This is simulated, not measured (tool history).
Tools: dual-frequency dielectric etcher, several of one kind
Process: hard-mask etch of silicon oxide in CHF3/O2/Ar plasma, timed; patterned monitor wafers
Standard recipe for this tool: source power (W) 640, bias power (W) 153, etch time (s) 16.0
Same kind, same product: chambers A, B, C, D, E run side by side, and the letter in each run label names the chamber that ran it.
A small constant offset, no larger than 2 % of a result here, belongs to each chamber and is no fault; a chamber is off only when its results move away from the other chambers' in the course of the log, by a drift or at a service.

| run | day | source power (W) | bias power (W) | etch time (s) | read-back reference wafer on the same gauge, depth_nm | mean etch depth across the wafer (angstrom) |
|---|---|---|---|---|---|---|
|  | 0.275 | chamber C: source power generator calibrated |
| 1E | 0.288 | 640 | 153 | 16.0 | 32.317 | 307.49 |
| 2A | 0.571 | 640 | 153 | 16.0 | 32.319 | 310.98 |
| 3B | 0.829 | 640 | 153 | 16.0 | 32.317 | 301.46 |
| 4C | 1.125 | 640 | 153 | 16.0 | 32.328 | 305.68 |
| 5D | 1.425 | 640 | 153 | 16.0 | 32.340 | 305.31 |
| 6C | 1.688 | 640 | 153 | 18.0 | 32.326 | 343.54 |
| 7D | 1.954 | 640 | 153 | 18.0 | 32.359 | 344.25 |
| 8A | 2.108 | 640 | 153 | 18.0 | 32.346 | 351.06 |
| 9E | 2.250 | 640 | 153 | 18.0 | 32.360 | 347.47 |
| 10B | 2.542 | 640 | 153 | 18.0 | 32.358 | 340.38 |
|  | 2.754 | chamber B: wet clean of the chamber |
| 11D | 2.762 | 640 | 153 | 16.0 | 32.367 | 306.76 |
| 12A | 2.967 | 640 | 153 | 16.0 | 32.368 | 311.89 |
| 13C | 3.262 | 640 | 153 | 16.0 | 32.384 | 305.79 |
| 14B | 3.546 | 640 | 153 | 16.0 | 32.383 | 301.93 |
| 15E | 3.779 | 640 | 188 | 17.5 | 32.387 | 361.80 |
| 16E | 4.012 | 640 | 188 | 17.5 | 32.400 | 361.71 |
| 17C | 4.171 | 640 | 188 | 17.5 | 32.408 | 357.55 |
| 18A | 4.462 | 640 | 188 | 17.5 | 32.415 | 364.98 |
| 19B | 4.629 | 640 | 188 | 17.5 | 32.425 | 354.05 |
| 20D | 4.908 | 640 | 153 | 16.0 | 32.425 | 306.98 |
| 21C | 5.208 | 640 | 153 | 16.0 | 32.419 | 306.25 |
|  | 5.246 | chamber A: wet clean of the chamber |
| 22B | 5.508 | 640 | 153 | 16.0 | 32.432 | 303.40 |
| 23A | 5.654 | 550 | 186 | 16.0 | 32.435 | 314.48 |
| 24E | 5.808 | 550 | 186 | 16.0 | 32.447 | 310.20 |
| 25D | 6.058 | 550 | 186 | 16.0 | 32.450 | 308.95 |
| 26C | 6.221 | 550 | 186 | 16.0 | 32.462 | 308.66 |
| 27A | 6.446 | 550 | 186 | 16.0 | 32.460 | 313.76 |
| 28E | 6.592 | 640 | 153 | 16.0 | 32.463 | 309.11 |
| 29B | 6.792 | 640 | 153 | 16.0 | 32.466 | 302.60 |
| 30D | 6.954 | 640 | 153 | 16.0 | 32.482 | 307.25 |
| 31C | 7.150 | 640 | 153 | 16.0 | 32.487 | 306.57 |

Predict what each chamber gives when all 5 of them run the settings below next.
| 32A | 7.371 | 640 | 153 | 16.0 |  | ? |
| 32B | 7.371 | 640 | 153 | 16.0 |  | ? |
| 32C | 7.371 | 640 | 153 | 16.0 |  | ? |
| 32D | 7.371 | 640 | 153 | 16.0 |  | ? |
| 32E | 7.371 | 640 | 153 | 16.0 |  | ? |

| run | mean etch depth across the wafer (angstrom) |
|---|---|
| 32A | 312.79 |
| 32B | 302.38 |
| 32C | 307.15 |
| 32D | 307.13 |
| 32E | 308.67 |
